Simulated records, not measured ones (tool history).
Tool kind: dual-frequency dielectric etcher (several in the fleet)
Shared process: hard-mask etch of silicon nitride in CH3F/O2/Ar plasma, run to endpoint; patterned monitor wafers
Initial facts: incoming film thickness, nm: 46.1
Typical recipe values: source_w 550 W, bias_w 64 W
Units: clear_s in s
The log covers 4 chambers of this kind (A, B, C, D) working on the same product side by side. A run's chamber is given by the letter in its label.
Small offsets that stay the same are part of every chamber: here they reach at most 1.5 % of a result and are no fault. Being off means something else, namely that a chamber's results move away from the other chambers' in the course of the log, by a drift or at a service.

run,hour,source_w,bias_w,clear_s
1A,10.4,550,64,61.322
2B,18.4,550,64,61.775
3C,27.3,550,64,60.073
4D,33.9,550,64,61.180
5C,42.1,550,64,60.018
6A,55.2,550,64,62.486
7B,65.4,550,64,61.580
8D,74.5,550,64,61.200
9C,85.2,660,54,59.518
10A,93.9,660,54,59.882
11B,102.2,660,54,59.977
12D,114.8,660,54,59.515
13B,122.5,480,73,61.637
# hour 123.2: chamber C: wet clean of the chamber
14A,134.8,480,73,62.519
15D,148.0,480,73,61.523
16C,154.6,480,73,61.330
# hour 161.7: chamber D: wet clean of the chamber
17D,166.2,550,64,65.041
18C,174.2,550,64,61.166
19B,183.1,550,52,64.455
20A,193.6,550,52,65.614
21C,203.9,550,52,64.094
22D,215.2,550,52,68.587
23A,222.9,550,64,61.470
24B,231.4,670,51,60.941
25A,240.0,670,51,61.093
26C,250.5,670,51,60.574
# hour 252.3: chamber A: bias power generator calibrated
27D,257.8,670,51,64.169
28B,269.6,550,64,60.009
29A,280.6,550,64,62.137
30D,290.0,550,64,63.568
# hour 303.2: chamber A: wet clean of the chamber
31C,303.6,550,64,60.512
32B,314.5,550,64,60.962
33C,323.6,550,64,60.602
34A,331.4,550,64,62.640

Each of the 4 chambers runs these same settings next. Fill in every chamber's results:
35A,341.8,690,64,?
35B,341.8,690,64,?
35C,341.8,690,64,?
35D,341.8,690,64,?

run,clear_s
35A,56.587
35B,55.641
35C,55.148
35D,59.335
